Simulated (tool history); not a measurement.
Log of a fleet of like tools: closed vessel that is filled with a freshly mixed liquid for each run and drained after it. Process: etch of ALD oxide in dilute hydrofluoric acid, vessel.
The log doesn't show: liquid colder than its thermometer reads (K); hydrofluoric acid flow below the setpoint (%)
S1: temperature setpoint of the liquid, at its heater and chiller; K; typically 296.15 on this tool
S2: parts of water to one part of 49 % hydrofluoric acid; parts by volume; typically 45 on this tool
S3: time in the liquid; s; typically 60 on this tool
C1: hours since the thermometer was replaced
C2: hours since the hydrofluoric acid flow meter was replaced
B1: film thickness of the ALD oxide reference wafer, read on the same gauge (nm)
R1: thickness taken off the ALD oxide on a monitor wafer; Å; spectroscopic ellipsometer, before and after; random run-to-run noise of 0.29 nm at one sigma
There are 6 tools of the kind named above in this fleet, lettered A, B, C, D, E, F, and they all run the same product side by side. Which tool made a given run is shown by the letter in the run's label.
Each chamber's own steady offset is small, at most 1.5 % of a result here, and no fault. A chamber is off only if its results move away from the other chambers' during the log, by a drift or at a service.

{"run": "1C", "hour": 5.3, "S1": 296.15, "S2": 45, "S3": 60, "C1": 39.2, "C2": 2359.3, "B1": 109.99, "R1": 306.08}
{"run": "2B", "hour": 10.5, "S1": 296.15, "S2": 45, "S3": 60, "C1": 1834.5, "C2": 331.0, "B1": 109.99, "R1": 311.56}
{"run": "3A", "hour": 13.6, "S1": 296.15, "S2": 45, "S3": 60, "C1": 170.7, "C2": 365.0, "B1": 109.99, "R1": 315.62}
{"run": "4F", "hour": 16.8, "S1": 296.15, "S2": 45, "S3": 60, "C1": 208.0, "C2": 131.3, "B1": 109.98, "R1": 305.34}
{"run": "5D", "hour": 20.7, "S1": 296.15, "S2": 45, "S3": 60, "C1": 1178.1, "C2": 223.7, "B1": 109.99, "R1": 305.58}
{"run": "6E", "hour": 24.9, "S1": 296.15, "S2": 45, "S3": 60, "C1": 199.3, "C2": 382.0, "B1": 110.02, "R1": 307.63}
{"run": "7E", "hour": 28.3, "S1": 297.65, "S2": 55, "S3": 60, "C1": 202.7, "C2": 385.4, "B1": 110.01, "R1": 268.65}
{"run": "8A", "hour": 32.0, "S1": 297.65, "S2": 55, "S3": 60, "C1": 189.1, "C2": 383.4, "B1": 110.01, "R1": 270.03}
{"hour": 32.5, "done": "chamber A: hydrofluoric acid flow meter replaced"}
{"run": "9D", "hour": 35.6, "S1": 297.65, "S2": 55, "S3": 60, "C1": 1193.0, "C2": 238.6, "B1": 109.99, "R1": 267.05}
{"run": "10B", "hour": 42.2, "S1": 297.65, "S2": 55, "S3": 60, "C1": 1866.2, "C2": 362.7, "B1": 110.02, "R1": 267.74}
{"hour": 44.9, "done": "chamber C: hydrofluoric acid flow meter replaced"}
{"run": "11F", "hour": 46.9, "S1": 297.65, "S2": 55, "S3": 60, "C1": 238.1, "C2": 161.4, "B1": 110.02, "R1": 265.69}
{"run": "12C", "hour": 51.5, "S1": 297.65, "S2": 55, "S3": 60, "C1": 85.4, "C2": 6.6, "B1": 110.0, "R1": 262.12}
{"run": "13C", "hour": 57.4, "S1": 296.15, "S2": 45, "S3": 60, "C1": 91.3, "C2": 12.5, "B1": 110.02, "R1": 309.18}
{"run": "14A", "hour": 61.0, "S1": 296.15, "S2": 45, "S3": 60, "C1": 218.1, "C2": 28.6, "B1": 109.99, "R1": 312.13}
{"run": "15B", "hour": 68.1, "S1": 296.15, "S2": 45, "S3": 60, "C1": 1892.1, "C2": 388.6, "B1": 110.01, "R1": 305.16}
{"run": "16F", "hour": 72.1, "S1": 296.15, "S2": 45, "S3": 60, "C1": 263.3, "C2": 186.6, "B1": 110.01, "R1": 311.17}
{"run": "17E", "hour": 76.3, "S1": 296.15, "S2": 45, "S3": 60, "C1": 250.7, "C2": 433.4, "B1": 109.96, "R1": 314.64}
{"run": "18D", "hour": 81.9, "S1": 296.15, "S2": 45, "S3": 60, "C1": 1239.3, "C2": 284.9, "B1": 110.03, "R1": 307.56}
{"run": "19B", "hour": 88.9, "S1": 296.15, "S2": 45, "S3": 60, "C1": 1912.9, "C2": 409.4, "B1": 109.96, "R1": 298.46}
{"run": "20C", "hour": 92.5, "S1": 296.15, "S2": 45, "S3": 60, "C1": 126.4, "C2": 47.6, "B1": 110.0, "R1": 307.16}
{"run": "21D", "hour": 96.4, "S1": 296.15, "S2": 45, "S3": 60, "C1": 1253.8, "C2": 299.4, "B1": 110.02, "R1": 309.67}
{"run": "22F", "hour": 103.2, "S1": 296.15, "S2": 45, "S3": 60, "C1": 294.4, "C2": 217.7, "B1": 109.99, "R1": 309.89}
{"run": "23A", "hour": 108.2, "S1": 296.15, "S2": 45, "S3": 60, "C1": 265.3, "C2": 75.8, "B1": 110.02, "R1": 313.08}
{"run": "24E", "hour": 112.7, "S1": 296.15, "S2": 45, "S3": 60, "C1": 287.1, "C2": 469.8, "B1": 110.0, "R1": 308.3}
{"run": "25C", "hour": 116.6, "S1": 296.15, "S2": 45, "S3": 60, "C1": 150.5, "C2": 71.7, "B1": 110.01, "R1": 311.84}
{"run": "26A", "hour": 120.1, "S1": 296.15, "S2": 45, "S3": 60, "C1": 277.2, "C2": 87.7, "B1": 110.04, "R1": 314.24}
{"run": "27E", "hour": 126.3, "S1": 296.15, "S2": 45, "S3": 60, "C1": 300.7, "C2": 483.4, "B1": 110.01, "R1": 309.91}
{"run": "28B", "hour": 130.3, "S1": 296.15, "S2": 45, "S3": 45, "C1": 1954.3, "C2": 450.8, "B1": 109.98, "R1": 223.67}
{"run": "29F", "hour": 137.5, "S1": 296.15, "S2": 45, "S3": 45, "C1": 328.7, "C2": 252.0, "B1": 110.0, "R1": 230.56}
{"run": "30D", "hour": 142.5, "S1": 296.15, "S2": 45, "S3": 45, "C1": 1299.9, "C2": 345.5, "B1": 109.98, "R1": 230.82}
{"run": "31F", "hour": 146.7, "S1": 296.15, "S2": 45, "S3": 45, "C1": 337.9, "C2": 261.2, "B1": 110.0, "R1": 232.04}
{"run": "32A", "hour": 150.4, "S1": 296.15, "S2": 45, "S3": 45, "C1": 307.5, "C2": 118.0, "B1": 110.0, "R1": 234.27}
{"run": "33E", "hour": 157.1, "S1": 296.15, "S2": 45, "S3": 45, "C1": 331.5, "C2": 514.2, "B1": 110.01, "R1": 229.78}
{"run": "34B", "hour": 164.1, "S1": 296.15, "S2": 45, "S3": 60, "C1": 1988.1, "C2": 484.6, "B1": 109.99, "R1": 294.49}
{"run": "35D", "hour": 168.5, "S1": 296.15, "S2": 45, "S3": 60, "C1": 1325.9, "C2": 371.5, "B1": 110.02, "R1": 308.16}
{"run": "36C", "hour": 172.5, "S1": 296.15, "S2": 45, "S3": 60, "C1": 206.4, "C2": 127.6, "B1": 110.03, "R1": 303.0}
{"run": "37B", "hour": 176.2, "S1": 296.15, "S2": 45, "S3": 60, "C1": 2000.2, "C2": 496.7, "B1": 110.01, "R1": 290.1}
{"run": "38A", "hour": 181.1, "S1": 296.15, "S2": 45, "S3": 60, "C1": 338.2, "C2": 148.7, "B1": 109.97, "R1": 316.9}
{"run": "39F", "hour": 184.3, "S1": 296.15, "S2": 45, "S3": 60, "C1": 375.5, "C2": 298.8, "B1": 109.96, "R1": 313.93}
{"run": "40D", "hour": 189.8, "S1": 296.15, "S2": 45, "S3": 60, "C1": 1347.2, "C2": 392.8, "B1": 109.99, "R1": 309.25}
{"run": "41C", "hour": 194.1, "S1": 296.15, "S2": 45, "S3": 60, "C1": 228.0, "C2": 149.2, "B1": 109.99, "R1": 307.19}
{"run": "42E", "hour": 200.9, "S1": 296.15, "S2": 45, "S3": 60, "C1": 375.3, "C2": 558.0, "B1": 109.99, "R1": 308.68}
{"run": "43A", "hour": 207.7, "S1": 296.15, "S2": 45, "S3": 60, "C1": 364.8, "C2": 175.3, "B1": 110.0, "R1": 311.59}
{"run": "44E", "hour": 212.5, "S1": 298.65, "S2": 45, "S3": 85, "C1": 386.9, "C2": 569.6, "B1": 110.0, "R1": 485.91}

Next, every chamber runs the same settings. What will each give?
{"run": "45A", "hour": 217.7, "S1": 292.15, "S2": 45, "S3": 60, "R1": "?"}
{"run": "45B", "hour": 217.7, "S1": 292.15, "S2": 45, "S3": 60, "R1": "?"}
{"run": "45C", "hour": 217.7, "S1": 292.15, "S2": 45, "S3": 60, "R1": "?"}
{"run": "45D", "hour": 217.7, "S1": 292.15, "S2": 45, "S3": 60, "R1": "?"}
{"run": "45E", "hour": 217.7, "S1": 292.15, "S2": 45, "S3": 60, "R1": "?"}
{"run": "45F", "hour": 217.7, "S1": 292.15, "S2": 45, "S3": 60, "R1": "?"}

run=45A R1=267.32
run=45B R1=243.51
run=45C R1=258.47
run=45D R1=256.97
run=45E R1=258.35
run=45F R1=265.88
